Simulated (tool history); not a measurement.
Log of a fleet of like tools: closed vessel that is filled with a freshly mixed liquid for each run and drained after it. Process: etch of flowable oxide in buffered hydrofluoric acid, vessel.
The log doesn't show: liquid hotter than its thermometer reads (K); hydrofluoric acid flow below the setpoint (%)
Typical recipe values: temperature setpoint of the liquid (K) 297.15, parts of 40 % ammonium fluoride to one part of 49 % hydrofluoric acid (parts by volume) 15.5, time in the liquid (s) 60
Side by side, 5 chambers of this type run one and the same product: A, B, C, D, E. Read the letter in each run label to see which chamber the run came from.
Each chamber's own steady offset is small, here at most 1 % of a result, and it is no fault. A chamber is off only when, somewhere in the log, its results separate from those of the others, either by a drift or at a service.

| run | day | temperature setpoint of the liquid (K) | parts of 40 % ammonium fluoride to one part of 49 % hydrofluoric acid (parts by volume) | time in the liquid (s) | hours since the thermometer was replaced | hours since the hydrofluoric acid flow meter was replaced | read-back film thickness of the flowable oxide reference wafer, read on the same gauge (nm) | thickness taken off the flowable oxide on a monitor wafer (nm) |
|---|---|---|---|---|---|---|---|---|
| 1C | 0.354 | 297.15 | 15.5 | 60 | 1705.2 | 488.4 | 130.02 | 195.64 |
| 2A | 0.571 | 297.15 | 15.5 | 60 | 645.1 | 573.7 | 130.00 | 197.17 |
| 3B | 0.746 | 297.15 | 15.5 | 60 | 438.3 | 365.1 | 130.00 | 197.97 |
| 4E | 1.092 | 297.15 | 15.5 | 60 | 2100.9 | 205.8 | 129.99 | 196.57 |
| 5D | 1.383 | 297.15 | 15.5 | 60 | 1788.2 | 56.3 | 129.98 | 196.54 |
| 6D | 1.562 | 297.15 | 15.5 | 60 | 1792.5 | 60.6 | 129.99 | 196.57 |
| 7C | 1.900 | 297.15 | 15.5 | 60 | 1742.3 | 525.5 | 129.99 | 196.26 |
| 8A | 2.242 | 297.15 | 15.5 | 60 | 685.2 | 613.8 | 129.99 | 197.98 |
| 9E | 2.529 | 297.15 | 15.5 | 60 | 2135.4 | 240.3 | 130.00 | 193.55 |
|  | 2.658 | chamber C: thermometer replaced |
|  | 2.679 | chamber D: thermometer replaced |
| 10B | 2.833 | 297.15 | 15.5 | 60 | 488.4 | 415.2 | 130.01 | 193.87 |
| 11B | 3.054 | 297.15 | 15.5 | 60 | 493.7 | 420.5 | 129.99 | 193.15 |
| 12E | 3.388 | 297.15 | 15.5 | 60 | 2156.0 | 260.9 | 130.00 | 196.01 |
| 13A | 3.721 | 300.65 | 15.5 | 60 | 720.7 | 649.3 | 130.00 | 236.40 |
| 14D | 4.042 | 300.65 | 15.5 | 60 | 32.8 | 120.1 | 130.01 | 234.86 |
| 15C | 4.250 | 300.65 | 15.5 | 60 | 38.2 | 581.9 | 130.00 | 237.16 |
| 16A | 4.562 | 300.65 | 15.5 | 60 | 740.9 | 669.5 | 130.00 | 236.96 |
| 17E | 4.754 | 300.65 | 15.5 | 60 | 2188.8 | 293.7 | 130.01 | 236.75 |
| 18C | 5.096 | 297.15 | 15.5 | 60 | 58.5 | 602.2 | 130.01 | 195.52 |
| 19D | 5.442 | 297.15 | 15.5 | 60 | 66.4 | 153.7 | 130.00 | 194.44 |
| 20B | 5.796 | 297.15 | 15.5 | 60 | 559.5 | 486.3 | 129.99 | 199.03 |
| 21E | 6.083 | 297.15 | 15.5 | 60 | 2220.7 | 325.6 | 130.01 | 196.31 |
| 22A | 6.425 | 297.15 | 15.5 | 60 | 785.6 | 714.2 | 130.01 | 196.25 |
| 23B | 6.625 | 297.15 | 15.5 | 60 | 579.4 | 506.2 | 130.00 | 203.14 |
| 24C | 6.967 | 297.15 | 15.5 | 60 | 103.4 | 647.1 | 130.01 | 193.97 |
| 25D | 7.283 | 297.15 | 15.5 | 60 | 110.6 | 197.9 | 130.00 | 197.40 |
| 26A | 7.646 | 297.15 | 15.5 | 60 | 814.9 | 743.5 | 129.99 | 195.45 |
| 27E | 7.821 | 297.15 | 15.5 | 60 | 2262.4 | 367.3 | 130.00 | 196.44 |
| 28C | 8.012 | 297.15 | 15.5 | 60 | 128.5 | 672.2 | 130.01 | 196.66 |
| 29D | 8.192 | 297.15 | 15.5 | 60 | 132.4 | 219.7 | 130.00 | 195.53 |
| 30B | 8.546 | 297.15 | 15.5 | 60 | 625.5 | 552.3 | 129.99 | 206.84 |
| 31D | 8.904 | 297.15 | 18.0 | 70 | 149.5 | 236.8 | 130.00 | 194.40 |
| 32E | 9.071 | 297.15 | 18.0 | 70 | 2292.4 | 397.3 | 130.00 | 195.65 |
| 33A | 9.392 | 297.15 | 18.0 | 70 | 856.8 | 785.4 | 130.00 | 198.46 |
| 34B | 9.567 | 297.15 | 18.0 | 70 | 650.0 | 576.8 | 130.01 | 210.57 |
| 35C | 9.929 | 297.15 | 18.0 | 70 | 174.5 | 718.2 | 129.98 | 197.20 |
| 36E | 10.233 | 297.15 | 15.5 | 60 | 2320.3 | 425.2 | 130.01 | 195.77 |
| 37D | 10.400 | 297.15 | 15.5 | 60 | 185.4 | 272.7 | 129.98 | 194.90 |
| 38B | 10.750 | 294.15 | 19.5 | 60 | 678.4 | 605.2 | 130.01 | 141.79 |
| 39A | 11.108 | 294.15 | 19.5 | 60 | 898.0 | 826.6 | 129.97 | 132.03 |
| 40C | 11.479 | 294.15 | 19.5 | 60 | 211.7 | 755.4 | 130.00 | 131.46 |
| 41B | 11.792 | 294.15 | 19.5 | 60 | 703.4 | 630.2 | 129.98 | 145.06 |

Predict what each chamber gives when all 5 of them run the settings below next.
| 42A | 12.058 | 299.15 | 15.5 | 60 |  |  |  | ? |
| 42B | 12.058 | 299.15 | 15.5 | 60 |  |  |  | ? |
| 42C | 12.058 | 299.15 | 15.5 | 60 |  |  |  | ? |
| 42D | 12.058 | 299.15 | 15.5 | 60 |  |  |  | ? |
| 42E | 12.058 | 299.15 | 15.5 | 60 |  |  |  | ? |

| run | thickness taken off the flowable oxide on a monitor wafer (nm) |
|---|---|
| 42A | 216.26 |
| 42B | 239.99 |
| 42C | 215.60 |
| 42D | 217.58 |
| 42E | 218.34 |

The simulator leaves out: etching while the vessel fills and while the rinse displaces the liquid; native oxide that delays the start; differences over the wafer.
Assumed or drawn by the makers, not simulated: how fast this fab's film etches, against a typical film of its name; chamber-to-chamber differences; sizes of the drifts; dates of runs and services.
